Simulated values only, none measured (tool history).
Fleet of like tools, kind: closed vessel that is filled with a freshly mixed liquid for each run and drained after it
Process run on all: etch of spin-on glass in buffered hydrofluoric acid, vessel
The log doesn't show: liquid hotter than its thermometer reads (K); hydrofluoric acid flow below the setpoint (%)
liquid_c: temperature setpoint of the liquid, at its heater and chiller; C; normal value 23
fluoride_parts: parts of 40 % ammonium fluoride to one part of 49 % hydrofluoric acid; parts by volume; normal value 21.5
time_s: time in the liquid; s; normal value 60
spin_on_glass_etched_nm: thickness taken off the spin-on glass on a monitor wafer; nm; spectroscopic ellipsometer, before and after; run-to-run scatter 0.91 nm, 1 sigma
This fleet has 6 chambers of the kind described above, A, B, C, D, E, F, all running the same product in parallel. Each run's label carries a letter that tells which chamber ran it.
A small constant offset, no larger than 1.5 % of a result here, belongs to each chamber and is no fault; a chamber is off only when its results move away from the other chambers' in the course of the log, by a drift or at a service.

run	hour	liquid_c	fluoride_parts	time_s	hours since the thermometer was replaced	hours since the hydrofluoric acid flow meter was replaced	read-back film thickness of the spin-on glass reference wafer, read on the same gauge (nm)	spin_on_glass_etched_nm
1D	12.4	23	21.5	60	1307.5	234.6	140.01	93.805
2F	22.3	23	21.5	60	1317.4	2119.2	140.01	94.187
3E	30.5	23	21.5	60	1237.1	564.6	140	94.999
4B	40.4	23	21.5	60	628.2	1468.4	139.98	91.988
5C	47.2	18.5	21.5	60	375	664.2	140	72.642
6A	53.3	18.5	21.5	60	383.3	1055.3	140.01	73.18
7F	62	18.5	21.5	60	1357.1	2158.9	139.96	72.584
8E	69.7	18.5	21.5	60	1276.3	603.8	140	72.686
9A	81	18.5	21.5	60	411	1083	139.99	72.939
10B	92.8	18.5	21.5	60	680.6	1520.8	140.01	70.687
11D	101.9	23	21.5	60	1397	324.1	140.03	92.098
12C	111.5	19	16	60	439.3	728.5	140	99.371
# hour 122.1: chamber E: hydrofluoric acid flow meter replaced
13E	123.4	19	16	60	1330	1.3	139.99	98.973
14F	133.2	19	16	60	1428.3	2230.1	139.98	96.816
15B	144.7	19	16	60	732.5	1572.7	139.98	97.139
16C	150.7	19	16	60	478.5	767.7	140.01	100.51
# hour 151.4: chamber A: hydrofluoric acid flow meter replaced
17A	161.8	19	16	60	491.8	10.4	139.98	97.387
18D	171.4	23	21.5	60	1466.5	393.6	139.99	91.48
19B	180.8	23	21.5	60	768.6	1608.8	139.98	92.533
20F	191.2	23	21.5	60	1486.3	2288.1	139.98	92.298
21C	197.6	23	21.5	60	525.4	814.6	139.97	95.841
22A	206.1	25.5	17	60	536.1	54.7	140	132.13
23D	217.3	25.5	17	60	1512.4	439.5	139.97	130.67
24E	230.9	25.5	17	60	1437.5	108.8	140.01	138.36
25E	242.8	25.5	17	60	1449.4	120.7	139.96	137
26B	253.8	25.5	17	60	841.6	1681.8	139.98	129.33
27F	266.7	25.5	17	60	1561.8	2363.6	140	129.27
28D	274.1	23	21.5	60	1569.2	496.3	140.01	92.133
29C	286.2	25	21.5	60	614	903.2	140.02	104.41
30A	296.4	25	21.5	60	626.4	145	139.96	102.4
31F	303.5	25	21.5	60	1598.6	2400.4	140	103.82
32A	312.1	25	21.5	60	642.1	160.7	140	103.86
33E	319.3	25	21.5	60	1525.9	197.2	140.04	112.45
34C	328.3	25	21.5	60	656.1	945.3	140.01	105.86
35D	335.5	23	21.5	60	1630.6	557.7	139.99	92.702
36B	345.8	23	21.5	60	933.6	1773.8	139.98	92.023
37C	357.6	23	21.5	60	685.4	974.6	139.98	94.108
38D	364.6	23	21.5	60	1659.7	586.8	140.02	93.69
39A	373.1	23	21.5	60	703.1	221.7	140.01	91.829
40B	382.9	23	21.5	60	970.7	1810.9	139.98	93.313
41F	396.3	23	21.5	60	1691.4	2493.2	140.02	93.536

Which is it: a chamber that has drifted or been left off by a service, a gauge drift common to all chambers, or only each chamber's usual small offset? If a chamber is off, name it and its likeliest cause.

It is chamber E that slowly wanders off from its peers.
Cause: liquid hotter than its thermometer reads (K) = 2.12.

Chamber E could run next with any of the 4 candidate recipes listed below; each alters the usual settings, and their results appear as question marks. Which one brings its results back in line with what the other chambers deliver on the usual settings?
A result is in line if it is within this distance of the other chambers' mean on the usual settings: spin_on_glass_etched_nm 3.2 nm
42E-1	406	24	19.5	60				?
42E-2	406	27	21.5	60				?
42E-3	406	22	23.5	60				?
42E-4	406	23	29	60				?

Mean of the other chambers on the usual settings: spin_on_glass_etched_nm 93.099 nm
run	spin_on_glass_etched_nm
42E-1	119.78
42E-2	130.47
42E-3	94.131
42E-4	85.951
The right change is 42E-3: it brings the chamber back within the allowed miss of the others.
